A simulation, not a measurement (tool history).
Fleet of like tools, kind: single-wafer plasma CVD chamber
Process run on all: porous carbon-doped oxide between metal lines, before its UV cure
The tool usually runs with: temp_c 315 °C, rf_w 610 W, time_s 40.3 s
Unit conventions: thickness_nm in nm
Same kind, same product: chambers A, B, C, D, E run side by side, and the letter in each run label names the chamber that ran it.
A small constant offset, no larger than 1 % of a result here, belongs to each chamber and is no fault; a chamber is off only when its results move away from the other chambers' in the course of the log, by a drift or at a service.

run   hour  temp_c  rf_w  time_s  read-back reference wafer on the same gauge, thickness_nm  thickness_nm
 1A    3.4     315   610    40.3                                                     269.92        226.95
 2C    6.8     315   610    40.3                                                     270.03        229.45
 3E   10.1     315   610    40.3                                                     270.14           227
 4D   14.7     315   610    40.3                                                     270.16        226.63
 5B   18.3     315   610    40.3                                                     270.28        226.68
 6A   21.4     315   610    40.3                                                     270.28        226.08
 7C   26.2     315   610    33.9                                                     270.31         193.7
 8D   29.7     315   610    33.9                                                     270.44        191.68
 9E   33.4     315   610    33.9                                                     270.51        192.29
10B     37     315   610    33.9                                                     270.53        191.61
11E   39.3     315   610    33.9                                                     270.46        192.56
12A   44.1     315   610    40.3                                                     270.56         226.9
13C   46.6     315   610    40.3                                                     270.74        228.96
14B   49.7     315   610    40.3                                                     270.61         227.5
15D   53.4     302   610    43.2                                                     270.84        260.83
16A   58.2     302   610    43.2                                                     270.76        261.07
17C   62.7     302   610    43.2                                                     270.87         262.8
      66.7  -- chamber A: RF generator calibrated
18E   67.7     302   610    43.2                                                     271.04        261.99
19B   71.2     302   610    43.2                                                     270.97         260.6
20D   74.9     310   525    40.3                                                      271.1        211.05
21C   77.8     310   525    40.3                                                     271.06        213.88
22E   80.5     310   525    40.3                                                     271.06        211.97
23A   84.1     310   525    40.3                                                     271.22        211.81
24D   87.9     310   525    40.3                                                      271.3        211.57
25B   92.4     315   695    40.3                                                      271.3        248.85
26E   95.9     315   695    40.3                                                      271.4        248.43
27C   98.5     315   695    40.3                                                     271.45        249.67
28B  100.9     315   695    40.3                                                      271.4        248.37
29A  105.1     315   695    40.3                                                     271.61        248.23
30D  108.9     308   570    40.3                                                     271.61        225.99

All 5 chambers run these settings next. Forecast each chamber's results:
31A  112.5     308   610    40.3                                                                        ?
31B  112.5     308   610    40.3                                                                        ?
31C  112.5     308   610    40.3                                                                        ?
31D  112.5     308   610    40.3                                                                        ?
31E  112.5     308   610    40.3                                                                        ?

run  thickness_nm
31A        237.25
31B        237.37
31C        239.07
31D        236.02
31E        236.94
